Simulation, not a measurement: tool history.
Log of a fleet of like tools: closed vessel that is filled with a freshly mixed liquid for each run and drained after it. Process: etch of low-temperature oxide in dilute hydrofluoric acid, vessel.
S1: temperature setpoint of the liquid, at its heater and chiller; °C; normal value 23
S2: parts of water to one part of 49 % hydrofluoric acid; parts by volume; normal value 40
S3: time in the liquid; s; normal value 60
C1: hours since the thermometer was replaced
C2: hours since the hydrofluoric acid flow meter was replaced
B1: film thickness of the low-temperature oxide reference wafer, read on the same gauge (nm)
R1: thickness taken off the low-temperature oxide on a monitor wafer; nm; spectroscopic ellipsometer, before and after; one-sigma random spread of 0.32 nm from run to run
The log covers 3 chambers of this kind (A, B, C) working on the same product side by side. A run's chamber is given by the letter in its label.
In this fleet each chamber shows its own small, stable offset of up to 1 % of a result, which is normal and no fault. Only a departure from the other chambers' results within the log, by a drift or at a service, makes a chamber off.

run	hour	S1	S2	S3	C1	C2	B1	R1
1B	4.7	23	40	60	1206.7	219.8	50.015	36.907
2A	8.4	23	40	60	184.5	340.6	49.988	36.521
3C	12.4	23	40	60	455.1	670.8	50.018	36.680
4A	16.9	23	40	60	193.0	349.1	50.013	36.568
5B	19.5	23	40	60	1221.5	234.6	50.011	37.175
6C	22.3	23	40	60	465.0	680.7	50.014	36.253
7C	26.1	23	40	60	468.8	684.5	49.983	36.012
8A	30.6	23	40	60	206.7	362.8	50.000	36.646
9B	35.4	23	40	60	1237.4	250.5	49.990	36.365
10C	37.9	23	40	60	480.6	696.3	49.981	37.452
11B	41.6	23	40	60	1243.6	256.7	50.014	36.924
12A	44.6	23	40	60	220.7	376.8	50.007	36.461
13B	49.6	23	20	75	1251.6	264.7	50.011	96.776
14C	53.7	23	20	75	496.4	712.1	49.986	98.509
15A	56.0	23	20	75	232.1	388.2	49.999	92.692
16A	58.6	23	40	60	234.7	390.8	49.955	36.690
17C	61.6	23	40	60	504.3	720.0	50.027	38.744
18B	65.2	23	40	60	1267.2	280.3	49.983	37.188
19C	68.0	23	30	60	510.7	726.4	49.957	54.309
20B	72.8	23	30	60	1274.8	287.9	49.994	50.003
21A	75.5	23	30	60	251.6	407.7	50.038	48.685
22B	78.1	23	40	60	1280.1	293.2	49.989	37.566
23A	82.7	23	40	60	258.8	414.9	50.017	35.892

For the next run the whole fleet of 3 chambers uses the same settings. Give each chamber's results:
24A	86.5	23	40	60				?
24B	86.5	23	40	60				?
24C	86.5	23	40	60				?

run	R1
24A	36.457
24B	37.179
24C	40.920
